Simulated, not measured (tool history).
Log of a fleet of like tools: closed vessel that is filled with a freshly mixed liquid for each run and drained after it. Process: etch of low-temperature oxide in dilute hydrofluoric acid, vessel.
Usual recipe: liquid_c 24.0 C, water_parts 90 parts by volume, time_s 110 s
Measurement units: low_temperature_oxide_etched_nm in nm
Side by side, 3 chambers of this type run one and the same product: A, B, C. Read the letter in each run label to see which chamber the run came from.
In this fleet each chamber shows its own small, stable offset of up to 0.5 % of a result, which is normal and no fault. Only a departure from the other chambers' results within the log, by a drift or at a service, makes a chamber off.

run   hour  liquid_c  water_parts  time_s  hours since the thermometer was replaced  hours since the hydrofluoric acid flow meter was replaced  read-back film thickness of the low-temperature oxide reference wafer, read on the same gauge (nm)  low_temperature_oxide_etched_nm
 1B    7.1      24.0           90     110                                    1232.8                                                      254.2                                                                                              40.025                          13.1430
 2A   19.9      24.0           90     110                                     102.0                                                      873.8                                                                                              40.001                          13.0260
 3C   31.2      24.0           90     110                                    1155.1                                                       55.8                                                                                              39.986                          13.0460
 4A   41.1      24.0           90     110                                     123.2                                                      895.0                                                                                              39.988                          12.9230
 5C   51.3      24.0           90     110                                    1175.2                                                       75.9                                                                                              39.981                          13.3940
 6B   58.2      24.0           90     110                                    1283.9                                                      305.3                                                                                              40.027                          13.0180
 7C   67.7      24.0           90     110                                    1191.6                                                       92.3                                                                                              39.980                          13.1670
 8A   77.6      24.0           90     110                                     159.7                                                      931.5                                                                                              39.983                          13.1220
 9B   85.9      24.0           90     110                                    1311.6                                                      333.0                                                                                              40.032                          13.2690
10A   98.0      24.0           90     110                                     180.1                                                      951.9                                                                                              40.027                          13.0890
11B  105.9      24.0           90      65                                    1331.6                                                      353.0                                                                                              40.008                           7.7392
12C  116.6      24.0           90      65                                    1240.5                                                      141.2                                                                                              40.037                           7.9323
13A  124.1      24.0           90      65                                     206.2                                                      978.0                                                                                              40.026                           7.6194
14C  135.3      25.5          125     110                                    1259.2                                                      159.9                                                                                              39.964                           9.6780
15B  142.3      25.5          125     110                                    1368.0                                                      389.4                                                                                              39.990                           9.7132
16B  152.3      25.5          125     110                                    1378.0                                                      399.4                                                                                              39.993                           9.7657
17C  162.5      20.5           90     145                                    1286.4                                                      187.1                                                                                              39.952                          15.1050
18A  172.4      20.5           90     145                                     254.5                                                     1026.3                                                                                              40.073                          14.9300
19C  178.1      20.5           90     145                                    1302.0                                                      202.7                                                                                              40.008                          14.9100
20B  185.8      27.5           90     110                                    1411.5                                                      432.9                                                                                              39.998                          15.1900
21A  193.4      27.5           90     110                                     275.5                                                     1047.3                                                                                              39.994                          15.2840
22A  199.5      27.5           90     110                                     281.6                                                     1053.4                                                                                              39.964                          15.1890
23C  208.6      24.0           90     110                                    1332.5                                                      233.2                                                                                              39.950                          13.1710
24B  220.0      24.0           90     110                                    1445.7                                                      467.1                                                                                              40.019                          13.3070
25C  232.3      24.0           90     110                                    1356.2                                                      256.9                                                                                              39.971                          13.0150
26B  244.1      24.0           90     110                                    1469.8                                                      491.2                                                                                              40.011                          13.0780
27A  255.0      24.0          115     110                                     337.1                                                     1108.9                                                                                              39.970                           9.8786
28C  267.8      24.0          115     110                                    1391.7                                                      292.4                                                                                              39.960                           9.8651
29B  279.3      24.0          115     110                                    1505.0                                                      526.4                                                                                              40.005                           9.9521
30A  289.0      24.0           90     110                                     371.1                                                     1142.9                                                                                              40.003                          13.1540
31C  295.9      24.0           90     110                                    1419.8                                                      320.5                                                                                              40.022                          12.9210
32A  308.9      24.0           90     110                                     391.0                                                     1162.8                                                                                              39.996                          13.1580
33B  320.4      24.0           90     110                                    1546.1                                                      567.5                                                                                              39.988                          13.1280
34B  330.3      20.5          115     110                                    1556.0                                                      577.4                                                                                              39.919                           8.6450
35C  342.6      20.5          115     110                                    1466.5                                                      367.2                                                                                              40.038                           8.7189
36A  349.0      20.5          115     110                                     431.1                                                     1202.9                                                                                              39.961                           8.4976
37A  362.0      24.0          115     110                                     444.1                                                     1215.9                                                                                              40.012                           9.8880
38C  370.6      24.0          115     110                                    1494.5                                                      395.2                                                                                              40.053                          10.0530
39B  383.0      24.0          115     110                                    1608.7                                                      630.1                                                                                              39.992                           9.7842
40C  390.2      24.0           90     110                                    1514.1                                                      414.8                                                                                              39.997                          13.1650
41B  396.8      24.0           90     110                                    1622.5                                                      643.9                                                                                              40.008                          13.3470
42A  404.1      24.0           90     110                                     486.2                                                     1258.0                                                                                              40.032                          13.2650

Is one chamber off against the others, does the gauge drift, or is nothing wrong? If a chamber is off, say which, and what the likeliest cause is.

All chambers stay in line apart from their small fixed offsets, and the gauge does not drift.

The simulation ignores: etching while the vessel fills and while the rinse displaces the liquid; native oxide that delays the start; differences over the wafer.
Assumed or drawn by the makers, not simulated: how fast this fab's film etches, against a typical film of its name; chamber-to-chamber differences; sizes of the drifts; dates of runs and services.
